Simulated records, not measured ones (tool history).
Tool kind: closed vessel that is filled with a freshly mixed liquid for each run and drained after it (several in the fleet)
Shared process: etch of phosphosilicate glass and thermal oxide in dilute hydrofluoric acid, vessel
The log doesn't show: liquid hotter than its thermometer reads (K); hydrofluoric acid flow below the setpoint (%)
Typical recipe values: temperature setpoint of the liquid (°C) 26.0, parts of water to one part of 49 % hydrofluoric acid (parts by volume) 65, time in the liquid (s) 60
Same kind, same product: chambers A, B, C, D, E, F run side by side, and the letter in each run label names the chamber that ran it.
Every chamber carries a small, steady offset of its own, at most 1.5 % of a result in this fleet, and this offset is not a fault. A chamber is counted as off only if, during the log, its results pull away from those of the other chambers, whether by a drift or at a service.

run,day,temperature setpoint of the liquid (°C),parts of water to one part of 49 % hydrofluoric acid (parts by volume),time in the liquid (s),hours since the thermometer was replaced,hours since the hydrofluoric acid flow meter was replaced,"read-back film thickness of the phosphosilicate glass reference wafer, read on the same gauge (nm)","read-back film thickness of the thermal oxide reference wafer, read on the same gauge (nm)",thickness taken off the phosphosilicate glass on a monitor wafer (nm),thickness taken off the thermal oxide on a monitor wafer (nm)
1F,0.538,26.0,65,60,2405.8,1775.7,99.989,110.00,176.720,4.9881
2B,1.150,26.0,65,60,1426.7,1000.4,99.963,110.00,174.930,5.0120
3A,1.496,26.0,65,60,1574.6,1925.7,99.973,110.01,178.250,5.0181
4C,2.154,26.0,65,60,663.9,1453.3,99.947,110.01,178.270,4.9697
5D,2.500,26.0,55,60,182.0,860.3,100.060,110.01,214.880,5.9139
6E,2.988,26.0,55,60,386.0,1039.7,99.998,110.00,211.500,5.9698
7C,3.662,26.0,55,60,700.1,1489.5,100.000,109.97,211.860,5.9381
8D,4.154,26.0,55,60,221.7,900.0,99.974,110.01,212.420,5.9210
9E,4.729,26.0,55,60,427.8,1081.5,99.989,109.99,212.450,5.9847
10F,5.100,26.0,55,60,2515.3,1885.2,99.984,110.00,209.560,5.9858
11A,5.442,26.0,65,60,1669.3,2020.4,99.994,110.01,176.300,4.9954
# day 5.671: chamber C: hydrofluoric acid flow meter replaced
12B,5.838,26.0,65,60,1539.2,1112.9,100.020,110.00,176.220,5.0035
13D,6.338,26.0,65,60,274.1,952.4,99.990,110.02,177.210,4.9225
14E,6.875,26.0,65,60,479.3,1133.0,100.030,109.99,175.550,4.9440
15F,7.233,26.0,65,60,2566.5,1936.4,100.010,110.00,175.700,5.0026
16A,7.546,26.0,65,60,1719.8,2070.9,99.998,110.02,178.440,5.0137
17C,8.096,26.0,65,60,806.5,58.2,99.988,110.00,176.750,5.0014
# day 8.583: chamber F: hydrofluoric acid flow meter replaced
18B,8.633,26.0,65,60,1606.3,1180.0,100.000,110.00,176.710,4.9946
# day 8.808: chamber B: hydrofluoric acid flow meter replaced
# day 8.871: chamber C: thermometer replaced
19C,9.283,22.5,65,60,10.0,86.7,100.030,109.95,152.910,4.3462
20E,9.904,22.5,65,60,552.0,1205.7,99.967,109.99,152.380,4.2872
21B,10.408,22.5,65,60,1648.9,38.5,100.020,109.99,151.750,4.3156
22D,10.725,22.5,65,60,379.4,1057.7,99.990,110.00,153.720,4.2585
23F,11.242,22.5,65,60,2662.7,63.9,100.010,110.00,152.990,4.3441
24A,11.888,22.5,65,60,1824.0,2175.1,100.000,109.97,153.920,4.3520
25E,12.254,26.0,65,60,608.4,1262.1,99.972,110.02,176.090,4.9477
26D,12.925,26.0,65,60,432.2,1110.5,100.000,110.00,178.780,4.9620
# day 13.029: chamber E: thermometer replaced
27B,13.550,26.0,65,60,1724.3,113.9,99.980,110.01,174.980,5.0152
# day 14.017: chamber F: thermometer replaced
28A,14.029,26.0,65,60,1875.4,2226.5,100.010,110.01,177.040,5.0054
29C,14.667,26.0,65,60,139.2,215.9,99.985,109.99,177.140,4.9830
# day 14.700: chamber A: hydrofluoric acid flow meter replaced
30F,15.329,26.0,65,60,31.6,162.0,99.998,109.98,175.890,4.9667
31F,15.688,26.0,65,60,40.2,170.6,99.942,110.00,176.390,4.9906
32C,16.129,26.0,65,60,174.3,251.0,100.000,110.02,177.900,5.0219
33E,16.517,26.0,90,35,83.8,1364.4,100.020,110.01,71.758,2.0072
34B,17.133,26.0,90,35,1810.3,199.9,100.030,110.01,71.393,2.0331
35A,17.471,26.0,90,35,1958.0,66.5,100.010,110.02,72.835,2.0541
36D,18.142,26.0,90,35,557.4,1235.7,100.000,110.02,72.174,1.9929
37D,18.458,26.0,90,35,565.0,1243.3,99.995,110.00,72.619,2.0035
38B,18.783,26.0,90,35,1849.9,239.5,100.000,110.03,71.372,2.0303
39A,19.404,26.0,65,60,2004.4,112.9,100.000,109.98,177.890,5.0332

Read the log: is a single chamber off, either drifting away or since a service, is the gauge that measures every chamber drifting, or is nothing wrong beyond small per-chamber offsets? Name any odd chamber and what most likely caused it.

All chambers stay in line apart from their small fixed offsets, and the gauge does not drift.

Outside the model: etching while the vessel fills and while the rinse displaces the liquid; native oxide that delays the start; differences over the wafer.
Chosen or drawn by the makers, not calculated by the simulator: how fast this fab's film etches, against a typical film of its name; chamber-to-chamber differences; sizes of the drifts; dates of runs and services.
